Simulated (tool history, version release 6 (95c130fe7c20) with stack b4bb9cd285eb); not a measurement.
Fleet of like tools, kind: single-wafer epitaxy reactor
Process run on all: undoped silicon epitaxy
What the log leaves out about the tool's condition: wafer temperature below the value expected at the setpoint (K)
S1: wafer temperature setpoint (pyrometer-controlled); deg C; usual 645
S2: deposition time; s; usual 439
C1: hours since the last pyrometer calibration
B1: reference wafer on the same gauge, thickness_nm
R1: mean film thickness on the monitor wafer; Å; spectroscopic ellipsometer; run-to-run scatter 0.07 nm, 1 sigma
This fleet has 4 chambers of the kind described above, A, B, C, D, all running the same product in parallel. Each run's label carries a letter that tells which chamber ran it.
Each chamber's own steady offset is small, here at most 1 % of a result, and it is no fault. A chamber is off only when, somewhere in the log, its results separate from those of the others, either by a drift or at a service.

run   hour   S1   S2      C1      B1      R1
 1B    8.7  645  439   803.3  75.409  663.82
 2A   15.1  645  439   628.7  75.377  664.96
 3D   22.7  645  439  2178.8  75.379  657.91
 4C   32.6  645  439   177.1  75.376  662.00
 5C   41.7  645  439   186.2  75.363  658.35
 6A   50.7  645  439   664.3  75.358  663.06
 7D   61.9  645  439  2218.0  75.367  657.52
 8B   67.8  645  439   862.4  75.351  664.03
 9C   78.9  645  439   223.4  75.350  660.54
10D   87.2  645  439  2243.3  75.318  656.59
11A   93.3  645  504   706.9  75.335  761.05
12B  102.6  645  504   897.2  75.322  762.20
13A  114.9  645  504   728.5  75.295  761.30
14D  122.3  645  504  2278.4  75.297  753.64
15C  130.8  631  367   275.3  75.293  401.02
16B  139.8  631  367   934.4  75.294  406.38
17C  146.1  631  367   290.6  75.268  401.64
18B  156.2  631  367   950.8  75.274  406.08
19D  167.9  645  439  2324.0  75.280  656.94
20A  173.6  645  439   787.2  75.266  661.74
21B  179.9  645  439   974.5  75.232  664.39
22D  188.4  645  439  2344.5  75.250  656.22
23C  197.8  645  439   342.3  75.241  659.42
24A  204.2  645  439   817.8  75.231  662.15
25A  213.4  645  439   827.0  75.237  662.14
26C  224.0  645  439   368.5  75.235  659.36
27D  233.7  639  380  2389.8  75.221  499.01
28B  243.1  639  380  1037.7  75.211  502.91
     255.0  -- chamber A: pyrometer calibrated
29C  255.0  639  380   399.5  75.184  497.76
30D  261.3  639  380  2417.4  75.196  498.35
31A  268.3  631  515    13.3  75.159  569.85
32B  276.1  631  515  1070.7  75.179  569.06
33B  284.5  631  515  1079.1  75.169  567.80
34D  292.1  631  515  2448.2  75.159  565.15
35A  303.3  645  439    48.3  75.154  661.58
36C  312.9  645  439   457.4  75.136  657.22
37D  322.1  645  439  2478.2  75.140  656.30
38B  333.1  645  439  1127.7  75.135  663.60
39C  343.6  653  499   488.1  75.112  892.41
40A  351.2  653  499    96.2  75.110  894.64
41D  362.1  653  499  2518.2  75.114  883.81
42A  371.6  653  499   116.6  75.098  896.24
43B  382.4  645  439  1177.0  75.077  660.92
44C  389.1  645  439   533.6  75.084  656.36

All chambers now run identical settings, listed one chamber a line with results as question marks. What results will each chamber show?
45A  398.6  638  439           ?
45B  398.6  638  439           ?
45C  398.6  638  439           ?
45D  398.6  638  439           ?

run      R1
45A  566.52
45B  567.71
45C  560.99
45D  561.33
